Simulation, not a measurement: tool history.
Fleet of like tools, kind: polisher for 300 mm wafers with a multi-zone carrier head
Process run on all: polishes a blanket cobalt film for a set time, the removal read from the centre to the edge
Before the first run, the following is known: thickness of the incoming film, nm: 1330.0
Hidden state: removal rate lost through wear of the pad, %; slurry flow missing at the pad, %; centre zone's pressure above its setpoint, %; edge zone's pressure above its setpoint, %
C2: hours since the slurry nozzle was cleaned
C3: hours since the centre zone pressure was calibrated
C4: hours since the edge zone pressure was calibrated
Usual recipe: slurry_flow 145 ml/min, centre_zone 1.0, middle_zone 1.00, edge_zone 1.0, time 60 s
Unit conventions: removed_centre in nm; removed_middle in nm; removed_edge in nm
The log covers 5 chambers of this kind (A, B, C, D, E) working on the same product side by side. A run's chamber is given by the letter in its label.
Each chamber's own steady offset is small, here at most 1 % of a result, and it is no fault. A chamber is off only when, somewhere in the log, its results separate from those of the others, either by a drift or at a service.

{"run": "1A", "day": 0.275, "slurry_flow": 145, "centre_zone": 1.0, "middle_zone": 1.0, "edge_zone": 1.0, "time": 60, "wafers polished on this pad": 682, "C2": 182.6, "C3": 428.5, "C4": 99.5, "removed_centre": 283.97, "removed_middle": 276.7, "removed_edge": 284.57}
{"run": "2C", "day": 0.446, "slurry_flow": 145, "centre_zone": 1.0, "middle_zone": 1.0, "edge_zone": 1.0, "time": 60, "wafers polished on this pad": 656, "C2": 573.3, "C3": 473.3, "C4": 36.9, "removed_centre": 283.33, "removed_middle": 283.53, "removed_edge": 281.27}
{"day": 0.583, "done": "chamber E: worn pad replaced by a new one"}
{"day": 0.629, "done": "chamber C: worn pad replaced by a new one"}
{"run": "3D", "day": 0.671, "slurry_flow": 145, "centre_zone": 1.0, "middle_zone": 1.0, "edge_zone": 1.0, "time": 60, "wafers polished on this pad": 526, "C2": 410.8, "C3": 613.0, "C4": 419.2, "removed_centre": 285.08, "removed_middle": 285.74, "removed_edge": 283.15}
{"day": 0.708, "done": "chamber D: edge zone pressure recalibrated"}
{"run": "4B", "day": 0.821, "slurry_flow": 145, "centre_zone": 1.0, "middle_zone": 1.0, "edge_zone": 1.0, "time": 60, "wafers polished on this pad": 515, "C2": 90.6, "C3": 349.5, "C4": 418.7, "removed_centre": 287.7, "removed_middle": 289.69, "removed_edge": 288.73}
{"run": "5E", "day": 0.958, "slurry_flow": 145, "centre_zone": 1.0, "middle_zone": 1.0, "edge_zone": 1.1, "time": 79, "wafers polished on this pad": 51, "C2": 128.3, "C3": 155.3, "C4": 822.1, "removed_centre": 369.79, "removed_middle": 372.89, "removed_edge": 388.36}
{"run": "6B", "day": 1.188, "slurry_flow": 145, "centre_zone": 1.0, "middle_zone": 1.0, "edge_zone": 1.1, "time": 79, "wafers polished on this pad": 565, "C2": 99.4, "C3": 358.3, "C4": 427.5, "removed_centre": 376.02, "removed_middle": 376.63, "removed_edge": 399.3}
{"day": 1.283, "done": "chamber A: worn pad replaced by a new one"}
{"run": "7D", "day": 1.392, "slurry_flow": 145, "centre_zone": 1.0, "middle_zone": 1.0, "edge_zone": 1.1, "time": 79, "wafers polished on this pad": 625, "C2": 428.1, "C3": 630.3, "C4": 16.4, "removed_centre": 379.22, "removed_middle": 380.8, "removed_edge": 394.23}
{"run": "8E", "day": 1.558, "slurry_flow": 145, "centre_zone": 1.0, "middle_zone": 1.0, "edge_zone": 1.1, "time": 79, "wafers polished on this pad": 134, "C2": 142.7, "C3": 169.7, "C4": 836.5, "removed_centre": 371.6, "removed_middle": 373.05, "removed_edge": 394.32}
{"day": 1.579, "done": "chamber E: edge zone pressure recalibrated"}
{"run": "9C", "day": 1.821, "slurry_flow": 145, "centre_zone": 1.0, "middle_zone": 1.0, "edge_zone": 1.1, "time": 79, "wafers polished on this pad": 164, "C2": 606.3, "C3": 506.3, "C4": 69.9, "removed_centre": 367.9, "removed_middle": 372.14, "removed_edge": 392.53}
{"run": "10A", "day": 2.0, "slurry_flow": 145, "centre_zone": 1.0, "middle_zone": 1.0, "edge_zone": 1.0, "time": 60, "wafers polished on this pad": 98, "C2": 224.0, "C3": 469.9, "C4": 140.9, "removed_centre": 287.02, "removed_middle": 281.72, "removed_edge": 282.5}
{"run": "11B", "day": 2.238, "slurry_flow": 145, "centre_zone": 1.0, "middle_zone": 1.0, "edge_zone": 1.0, "time": 60, "wafers polished on this pad": 710, "C2": 124.6, "C3": 383.5, "C4": 452.7, "removed_centre": 283.22, "removed_middle": 279.11, "removed_edge": 289.82}
{"day": 2.404, "done": "chamber B: edge zone pressure recalibrated"}
{"run": "12E", "day": 2.458, "slurry_flow": 145, "centre_zone": 1.0, "middle_zone": 1.0, "edge_zone": 1.0, "time": 60, "wafers polished on this pad": 258, "C2": 164.3, "C3": 191.3, "C4": 21.1, "removed_centre": 281.48, "removed_middle": 288.68, "removed_edge": 284.94}
{"day": 2.538, "done": "chamber C: slurry nozzle cleaned"}
{"day": 2.604, "done": "chamber D: worn pad replaced by a new one"}
{"run": "13C", "day": 2.617, "slurry_flow": 145, "centre_zone": 1.0, "middle_zone": 1.0, "edge_zone": 1.0, "time": 60, "wafers polished on this pad": 273, "C2": 2.0, "C3": 525.4, "C4": 89.0, "removed_centre": 279.72, "removed_middle": 287.32, "removed_edge": 283.47}
{"run": "14D", "day": 2.812, "slurry_flow": 145, "centre_zone": 1.0, "middle_zone": 1.0, "edge_zone": 1.0, "time": 60, "wafers polished on this pad": 28, "C2": 462.2, "C3": 664.4, "C4": 50.5, "removed_centre": 285.0, "removed_middle": 281.21, "removed_edge": 286.83}
{"run": "15A", "day": 3.017, "slurry_flow": 145, "centre_zone": 1.0, "middle_zone": 1.0, "edge_zone": 1.0, "time": 54, "wafers polished on this pad": 238, "C2": 248.4, "C3": 494.3, "C4": 165.3, "removed_centre": 254.48, "removed_middle": 251.78, "removed_edge": 257.25}
{"run": "16B", "day": 3.208, "slurry_flow": 145, "centre_zone": 1.0, "middle_zone": 1.0, "edge_zone": 1.0, "time": 54, "wafers polished on this pad": 843, "C2": 147.9, "C3": 406.8, "C4": 19.3, "removed_centre": 257.58, "removed_middle": 255.23, "removed_edge": 257.85}
{"run": "17A", "day": 3.383, "slurry_flow": 145, "centre_zone": 1.0, "middle_zone": 1.0, "edge_zone": 1.0, "time": 54, "wafers polished on this pad": 289, "C2": 257.2, "C3": 503.1, "C4": 174.1, "removed_centre": 255.73, "removed_middle": 254.16, "removed_edge": 253.93}
{"day": 3.617, "done": "chamber B: centre zone pressure recalibrated"}
{"run": "18C", "day": 3.65, "slurry_flow": 145, "centre_zone": 1.0, "middle_zone": 1.0, "edge_zone": 1.0, "time": 54, "wafers polished on this pad": 415, "C2": 26.8, "C3": 550.2, "C4": 113.8, "removed_centre": 255.6, "removed_middle": 253.74, "removed_edge": 257.68}
{"run": "19D", "day": 3.812, "slurry_flow": 145, "centre_zone": 1.0, "middle_zone": 1.0, "edge_zone": 1.0, "time": 54, "wafers polished on this pad": 166, "C2": 486.2, "C3": 688.4, "C4": 74.5, "removed_centre": 257.38, "removed_middle": 256.94, "removed_edge": 257.44}
{"day": 3.875, "done": "chamber D: slurry nozzle cleaned"}
{"run": "20E", "day": 4.096, "slurry_flow": 145, "centre_zone": 1.0, "middle_zone": 1.0, "edge_zone": 1.0, "time": 60, "wafers polished on this pad": 483, "C2": 203.6, "C3": 230.6, "C4": 60.4, "removed_centre": 281.25, "removed_middle": 278.9, "removed_edge": 285.11}
{"run": "21C", "day": 4.333, "slurry_flow": 145, "centre_zone": 1.0, "middle_zone": 1.0, "edge_zone": 1.0, "time": 60, "wafers polished on this pad": 509, "C2": 43.2, "C3": 566.6, "C4": 130.2, "removed_centre": 282.23, "removed_middle": 278.22, "removed_edge": 287.67}
{"day": 4.45, "done": "chamber C: worn pad replaced by a new one"}
{"run": "22A", "day": 4.538, "slurry_flow": 145, "centre_zone": 1.0, "middle_zone": 1.0, "edge_zone": 1.0, "time": 60, "wafers polished on this pad": 448, "C2": 284.9, "C3": 530.8, "C4": 201.8, "removed_centre": 285.8, "removed_middle": 284.13, "removed_edge": 284.81}
{"run": "23B", "day": 4.667, "slurry_flow": 145, "centre_zone": 1.0, "middle_zone": 1.0, "edge_zone": 1.0, "time": 60, "wafers polished on this pad": 1044, "C2": 182.9, "C3": 25.2, "C4": 54.3, "removed_centre": 285.82, "removed_middle": 285.56, "removed_edge": 289.99}
{"run": "24E", "day": 4.938, "slurry_flow": 145, "centre_zone": 1.0, "middle_zone": 1.0, "edge_zone": 1.0, "time": 60, "wafers polished on this pad": 599, "C2": 223.8, "C3": 250.8, "C4": 80.6, "removed_centre": 284.52, "removed_middle": 282.78, "removed_edge": 288.69}
{"run": "25D", "day": 5.188, "slurry_flow": 145, "centre_zone": 1.0, "middle_zone": 1.0, "edge_zone": 1.0, "time": 60, "wafers polished on this pad": 355, "C2": 31.6, "C3": 721.4, "C4": 107.5, "removed_centre": 291.73, "removed_middle": 285.3, "removed_edge": 284.81}
{"run": "26A", "day": 5.35, "slurry_flow": 145, "centre_zone": 1.0, "middle_zone": 1.0, "edge_zone": 1.0, "time": 60, "wafers polished on this pad": 559, "C2": 304.4, "C3": 550.3, "C4": 221.3, "removed_centre": 284.38, "removed_middle": 278.05, "removed_edge": 280.29}
{"run": "27C", "day": 5.612, "slurry_flow": 145, "centre_zone": 1.0, "middle_zone": 1.0, "edge_zone": 1.0, "time": 60, "wafers polished on this pad": 160, "C2": 73.9, "C3": 597.3, "C4": 160.9, "removed_centre": 282.98, "removed_middle": 285.65, "removed_edge": 283.02}
{"run": "28B", "day": 5.738, "slurry_flow": 145, "centre_zone": 1.0, "middle_zone": 1.0, "edge_zone": 1.0, "time": 60, "wafers polished on this pad": 1191, "C2": 208.6, "C3": 50.9, "C4": 80.0, "removed_centre": 285.3, "removed_middle": 281.28, "removed_edge": 286.76}
{"run": "29E", "day": 5.967, "slurry_flow": 175, "centre_zone": 0.9, "middle_zone": 1.0, "edge_zone": 1.0, "time": 60, "wafers polished on this pad": 740, "C2": 248.5, "C3": 275.5, "C4": 105.3, "removed_centre": 260.72, "removed_middle": 298.91, "removed_edge": 293.03}
{"run": "30D", "day": 6.121, "slurry_flow": 175, "centre_zone": 0.9, "middle_zone": 1.0, "edge_zone": 1.0, "time": 60, "wafers polished on this pad": 484, "C2": 54.0, "C3": 743.8, "C4": 129.9, "removed_centre": 265.28, "removed_middle": 294.18, "removed_edge": 290.55}
{"run": "31E", "day": 6.317, "slurry_flow": 175, "centre_zone": 0.9, "middle_zone": 1.0, "edge_zone": 1.0, "time": 60, "wafers polished on this pad": 788, "C2": 256.9, "C3": 283.9, "C4": 113.7, "removed_centre": 260.98, "removed_middle": 294.46, "removed_edge": 289.98}
{"run": "32A", "day": 6.6, "slurry_flow": 175, "centre_zone": 0.9, "middle_zone": 1.0, "edge_zone": 1.0, "time": 60, "wafers polished on this pad": 731, "C2": 334.4, "C3": 580.3, "C4": 251.3, "removed_centre": 261.99, "removed_middle": 290.88, "removed_edge": 289.44}
{"run": "33B", "day": 6.821, "slurry_flow": 175, "centre_zone": 0.9, "middle_zone": 1.0, "edge_zone": 1.0, "time": 60, "wafers polished on this pad": 1340, "C2": 234.6, "C3": 76.9, "C4": 106.0, "removed_centre": 263.62, "removed_middle": 292.33, "removed_edge": 297.15}
{"day": 7.0, "done": "chamber A: worn pad replaced by a new one"}
{"run": "34C", "day": 7.029, "slurry_flow": 145, "centre_zone": 1.0, "middle_zone": 1.0, "edge_zone": 1.0, "time": 60, "wafers polished on this pad": 355, "C2": 107.9, "C3": 631.3, "C4": 194.9, "removed_centre": 282.7, "removed_middle": 282.75, "removed_edge": 281.9}
{"day": 7.129, "done": "chamber B: worn pad replaced by a new one"}
{"run": "35D", "day": 7.162, "slurry_flow": 145, "centre_zone": 1.0, "middle_zone": 1.0, "edge_zone": 1.0, "time": 60, "wafers polished on this pad": 627, "C2": 79.0, "C3": 768.8, "C4": 154.9, "removed_centre": 286.4, "removed_middle": 283.5, "removed_edge": 285.19}
{"run": "36D", "day": 7.379, "slurry_flow": 145, "centre_zone": 1.0, "middle_zone": 1.0, "edge_zone": 1.0, "time": 60, "wafers polished on this pad": 657, "C2": 84.2, "C3": 774.0, "C4": 160.1, "removed_centre": 289.45, "removed_middle": 284.97, "removed_edge": 283.86}
{"run": "37A", "day": 7.6, "slurry_flow": 145, "centre_zone": 1.0, "middle_zone": 1.0, "edge_zone": 1.0, "time": 60, "wafers polished on this pad": 82, "C2": 358.4, "C3": 604.3, "C4": 275.3, "removed_centre": 283.36, "removed_middle": 280.19, "removed_edge": 281.44}
{"run": "38C", "day": 7.867, "slurry_flow": 145, "centre_zone": 1.0, "middle_zone": 1.0, "edge_zone": 1.0, "time": 60, "wafers polished on this pad": 470, "C2": 128.0, "C3": 651.4, "C4": 215.0, "removed_centre": 282.17, "removed_middle": 283.0, "removed_edge": 281.74}
{"run": "39B", "day": 8.129, "slurry_flow": 145, "centre_zone": 1.0, "middle_zone": 1.0, "edge_zone": 1.0, "time": 60, "wafers polished on this pad": 137, "C2": 266.0, "C3": 108.3, "C4": 137.4, "removed_centre": 284.09, "removed_middle": 286.08, "removed_edge": 286.83}
{"run": "40E", "day": 8.283, "slurry_flow": 145, "centre_zone": 1.0, "middle_zone": 1.0, "edge_zone": 1.0, "time": 60, "wafers polished on this pad": 1059, "C2": 304.1, "C3": 331.1, "C4": 160.9, "removed_centre": 284.27, "removed_middle": 281.06, "removed_edge": 280.79}
{"run": "41A", "day": 8.408, "slurry_flow": 145, "centre_zone": 1.0, "middle_zone": 1.0, "edge_zone": 1.0, "time": 60, "wafers polished on this pad": 193, "C2": 377.8, "C3": 623.7, "C4": 294.7, "removed_centre": 278.3, "removed_middle": 283.52, "removed_edge": 279.17}

Next, every chamber runs the same settings. What will each give?
{"run": "42A", "day": 8.612, "slurry_flow": 145, "centre_zone": 1.0, "middle_zone": 1.06, "edge_zone": 1.0, "time": 60, "removed_centre": "?", "removed_middle": "?", "removed_edge": "?"}
{"run": "42B", "day": 8.612, "slurry_flow": 145, "centre_zone": 1.0, "middle_zone": 1.06, "edge_zone": 1.0, "time": 60, "removed_centre": "?", "removed_middle": "?", "removed_edge": "?"}
{"run": "42C", "day": 8.612, "slurry_flow": 145, "centre_zone": 1.0, "middle_zone": 1.06, "edge_zone": 1.0, "time": 60, "removed_centre": "?", "removed_middle": "?", "removed_edge": "?"}
{"run": "42D", "day": 8.612, "slurry_flow": 145, "centre_zone": 1.0, "middle_zone": 1.06, "edge_zone": 1.0, "time": 60, "removed_centre": "?", "removed_middle": "?", "removed_edge": "?"}
{"run": "42E", "day": 8.612, "slurry_flow": 145, "centre_zone": 1.0, "middle_zone": 1.06, "edge_zone": 1.0, "time": 60, "removed_centre": "?", "removed_middle": "?", "removed_edge": "?"}

run=42A removed_centre=287.39 removed_middle=299.68 removed_edge=284.98
run=42B removed_centre=283.36 removed_middle=296.49 removed_edge=288.99
run=42C removed_centre=282.62 removed_middle=302.61 removed_edge=282.11
run=42D removed_centre=285.36 removed_middle=301.25 removed_edge=287.03
run=42E removed_centre=283.61 removed_middle=298.12 removed_edge=282.10
